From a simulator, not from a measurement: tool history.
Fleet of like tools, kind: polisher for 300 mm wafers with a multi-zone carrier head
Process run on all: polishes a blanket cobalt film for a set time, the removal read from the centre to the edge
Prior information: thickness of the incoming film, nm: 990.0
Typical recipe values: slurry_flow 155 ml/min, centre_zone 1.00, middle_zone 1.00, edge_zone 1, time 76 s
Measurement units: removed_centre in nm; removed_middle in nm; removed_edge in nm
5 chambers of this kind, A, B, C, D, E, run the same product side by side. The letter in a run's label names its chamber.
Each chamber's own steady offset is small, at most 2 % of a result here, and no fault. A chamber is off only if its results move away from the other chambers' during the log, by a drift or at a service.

| run | hour | slurry_flow | centre_zone | middle_zone | edge_zone | time | wafers polished on this pad | hours since the slurry nozzle was cleaned | hours since the centre zone pressure was calibrated | hours since the edge zone pressure was calibrated | removed_centre | removed_middle | removed_edge |
|---|---|---|---|---|---|---|---|---|---|---|---|---|---|
| 1A | 10.7 | 155 | 1.00 | 1.00 | 1 | 76 | 270 | 23.4 | 714.7 | 485.9 | 289.16 | 299.10 | 291.32 |
| 2C | 17.7 | 155 | 1.00 | 1.00 | 1 | 76 | 968 | 115.3 | 910.4 | 244.5 | 297.89 | 288.65 | 297.41 |
|  | 23.3 | chamber E: slurry nozzle cleaned |
|  | 23.9 | chamber E: centre zone pressure recalibrated |
| 3D | 26.8 | 155 | 1.00 | 1.00 | 1 | 76 | 1479 | 171.5 | 1194.5 | 41.0 | 285.58 | 283.22 | 291.66 |
|  | 29.8 | chamber D: worn pad replaced by a new one |
| 4B | 33.4 | 155 | 1.00 | 1.00 | 1 | 76 | 718 | 285.1 | 259.4 | 1140.9 | 296.69 | 290.91 | 291.12 |
|  | 37.1 | chamber E: worn pad replaced by a new one |
|  | 39.7 | chamber B: slurry nozzle cleaned |
| 5E | 42.0 | 155 | 1.00 | 1.00 | 1 | 76 | 38 | 18.8 | 18.1 | 171.3 | 292.98 | 283.35 | 285.80 |
|  | 48.4 | chamber A: worn pad replaced by a new one |
|  | 51.8 | chamber C: worn pad replaced by a new one |
|  | 53.1 | chamber B: edge zone pressure recalibrated |
| 6D | 53.1 | 155 | 1.00 | 1.00 | 1 | 76 | 182 | 197.8 | 1220.8 | 67.3 | 290.61 | 289.32 | 297.97 |
| 7C | 61.0 | 155 | 1.00 | 1.00 | 1 | 76 | 71 | 158.6 | 953.7 | 287.8 | 286.71 | 292.86 | 300.65 |
| 8B | 72.0 | 155 | 1.00 | 0.93 | 1 | 76 | 1018 | 32.4 | 298.0 | 18.9 | 293.70 | 274.79 | 289.18 |
| 9A | 79.8 | 155 | 1.00 | 0.93 | 1 | 76 | 245 | 92.5 | 783.8 | 555.0 | 290.05 | 271.46 | 288.58 |
| 10E | 85.7 | 155 | 1.00 | 0.93 | 1 | 76 | 378 | 62.5 | 61.8 | 215.0 | 293.90 | 274.29 | 291.48 |
|  | 92.2 | chamber B: worn pad replaced by a new one |
| 11C | 97.5 | 155 | 1.00 | 0.93 | 1 | 76 | 355 | 195.1 | 990.2 | 324.3 | 293.51 | 279.29 | 296.63 |
| 12B | 105.7 | 155 | 1.00 | 0.93 | 1 | 76 | 105 | 66.1 | 331.7 | 52.6 | 295.94 | 274.20 | 286.93 |
| 13E | 117.8 | 155 | 1.00 | 1.00 | 1 | 76 | 628 | 94.6 | 93.9 | 247.1 | 286.51 | 281.70 | 291.33 |
|  | 118.5 | chamber A: worn pad replaced by a new one |
| 14D | 126.1 | 155 | 1.00 | 1.00 | 1 | 76 | 750 | 270.8 | 1293.8 | 140.3 | 285.16 | 289.07 | 285.87 |
| 15A | 135.1 | 175 | 1.00 | 1.04 | 1 | 76 | 129 | 147.8 | 839.1 | 610.3 | 299.15 | 310.06 | 296.18 |
|  | 138.7 | chamber C: centre zone pressure recalibrated |
|  | 140.7 | chamber B: centre zone pressure recalibrated |
| 16E | 140.9 | 175 | 1.00 | 1.04 | 1 | 76 | 808 | 117.7 | 117.0 | 270.2 | 304.92 | 304.31 | 289.82 |
| 17C | 148.7 | 175 | 1.00 | 1.04 | 1 | 76 | 754 | 246.3 | 10.0 | 375.5 | 329.58 | 312.84 | 300.86 |
| 18B | 157.2 | 175 | 1.00 | 1.04 | 1 | 76 | 506 | 117.6 | 16.6 | 104.1 | 297.95 | 310.97 | 300.38 |
| 19A | 167.2 | 175 | 1.00 | 1.04 | 1 | 76 | 379 | 179.9 | 871.2 | 642.4 | 296.87 | 309.34 | 293.32 |
| 20D | 173.4 | 155 | 1.00 | 1.00 | 1 | 76 | 1118 | 318.1 | 1341.1 | 187.6 | 286.48 | 286.95 | 283.71 |
|  | 175.2 | chamber A: worn pad replaced by a new one |
|  | 179.6 | chamber A: centre zone pressure recalibrated |
|  | 184.2 | chamber D: worn pad replaced by a new one |
| 21B | 186.8 | 155 | 0.89 | 1.00 | 1 | 57 | 737 | 147.2 | 46.2 | 133.7 | 191.23 | 214.96 | 215.22 |
|  | 191.1 | chamber D: centre zone pressure recalibrated |
|  | 191.5 | chamber C: edge zone pressure recalibrated |
| 22A | 194.0 | 155 | 0.89 | 1.00 | 1 | 57 | 146 | 206.7 | 14.5 | 669.2 | 189.99 | 222.49 | 216.22 |
| 23D | 203.7 | 155 | 0.89 | 1.00 | 1 | 57 | 152 | 348.4 | 12.7 | 217.9 | 193.44 | 208.80 | 219.57 |
|  | 208.7 | chamber E: worn pad replaced by a new one |
|  | 209.0 | chamber C: worn pad replaced by a new one |
| 24C | 215.4 | 155 | 0.89 | 1.00 | 1 | 57 | 50 | 313.0 | 76.7 | 23.9 | 214.09 | 220.84 | 226.62 |
| 25E | 224.3 | 155 | 0.89 | 1.00 | 1 | 57 | 121 | 201.1 | 200.4 | 353.6 | 192.83 | 214.93 | 217.85 |
| 26B | 234.4 | 155 | 1.00 | 1.00 | 1 | 76 | 1107 | 194.8 | 93.8 | 181.3 | 292.66 | 290.16 | 287.02 |
| 27C | 243.3 | 155 | 1.00 | 1.00 | 1 | 76 | 267 | 340.9 | 104.6 | 51.8 | 325.19 | 287.37 | 298.97 |
|  | 243.6 | chamber A: worn pad replaced by a new one |
|  | 244.9 | chamber B: worn pad replaced by a new one |
| 28A | 255.5 | 155 | 1.00 | 1.00 | 1 | 76 | 93 | 268.2 | 76.0 | 730.7 | 298.64 | 297.99 | 288.35 |
| 29D | 268.6 | 155 | 1.00 | 1.00 | 1 | 76 | 657 | 413.3 | 77.6 | 282.8 | 285.14 | 289.12 | 290.42 |
|  | 271.8 | chamber D: slurry nozzle cleaned |
| 30E | 277.1 | 155 | 1.00 | 1.00 | 1 | 76 | 532 | 253.9 | 253.2 | 406.4 | 292.38 | 295.36 | 291.41 |
|  | 280.6 | chamber B: slurry nozzle cleaned |
|  | 281.5 | chamber A: slurry nozzle cleaned |
| 31E | 283.1 | 155 | 1.00 | 1.00 | 1 | 76 | 579 | 259.9 | 259.2 | 412.4 | 294.49 | 291.93 | 295.73 |
| 32D | 290.9 | 155 | 1.00 | 1.00 | 1 | 76 | 831 | 19.1 | 99.9 | 305.1 | 287.95 | 287.37 | 290.57 |
| 33B | 300.1 | 155 | 1.00 | 1.00 | 1 | 76 | 430 | 19.6 | 159.5 | 247.0 | 294.35 | 291.96 | 284.66 |
|  | 304.1 | chamber A: worn pad replaced by a new one |
| 34A | 313.5 | 155 | 1.00 | 1.00 | 1 | 76 | 73 | 32.0 | 134.0 | 788.7 | 291.11 | 288.08 | 294.71 |

Decide between three cases: one chamber stands off from its peers, the gauge reading all wafers drifts, or nothing is wrong past each chamber's small offset. Where a chamber is off, say which and what most likely put it there.

A service left chamber C off against the others.
Likeliest cause: centre zone's pressure above its setpoint, % = 10.2.

Which of the 4 candidates below, each the usual settings with something changed and its results left as question marks, puts chamber C back in line with what the other chambers give on the usual settings?
In-line tolerance around the mean of the other chambers on the usual settings: removed_centre 11.00 nm; removed_middle 15.00 nm; removed_edge 13.00 nm
| 35C-1 | 323.1 | 165 | 1.14 | 0.94 | 0.97 | 79 |  |  |  |  | ? | ? | ? |
| 35C-2 | 323.1 | 150 | 0.93 | 1.03 | 1.01 | 74 |  |  |  |  | ? | ? | ? |
| 35C-3 | 323.1 | 145 | 0.86 | 1.06 | 1.03 | 73 |  |  |  |  | ? | ? | ? |
| 35C-4 | 323.1 | 160 | 1.07 | 0.97 | 0.99 | 78 |  |  |  |  | ? | ? | ? |

The other chambers' mean on the usual settings: removed_centre 291.50 nm; removed_middle 291.22 nm; removed_edge 289.41 nm
| run | removed_centre | removed_middle | removed_edge |
|---|---|---|---|
| 35C-1 | 394.12 | 292.30 | 302.55 |
| 35C-2 | 290.65 | 292.66 | 285.58 |
| 35C-3 | 261.29 | 294.52 | 283.24 |
| 35C-4 | 361.35 | 295.41 | 300.65 |
35C-2 is the one that brings the chamber's results back in line with the other chambers.
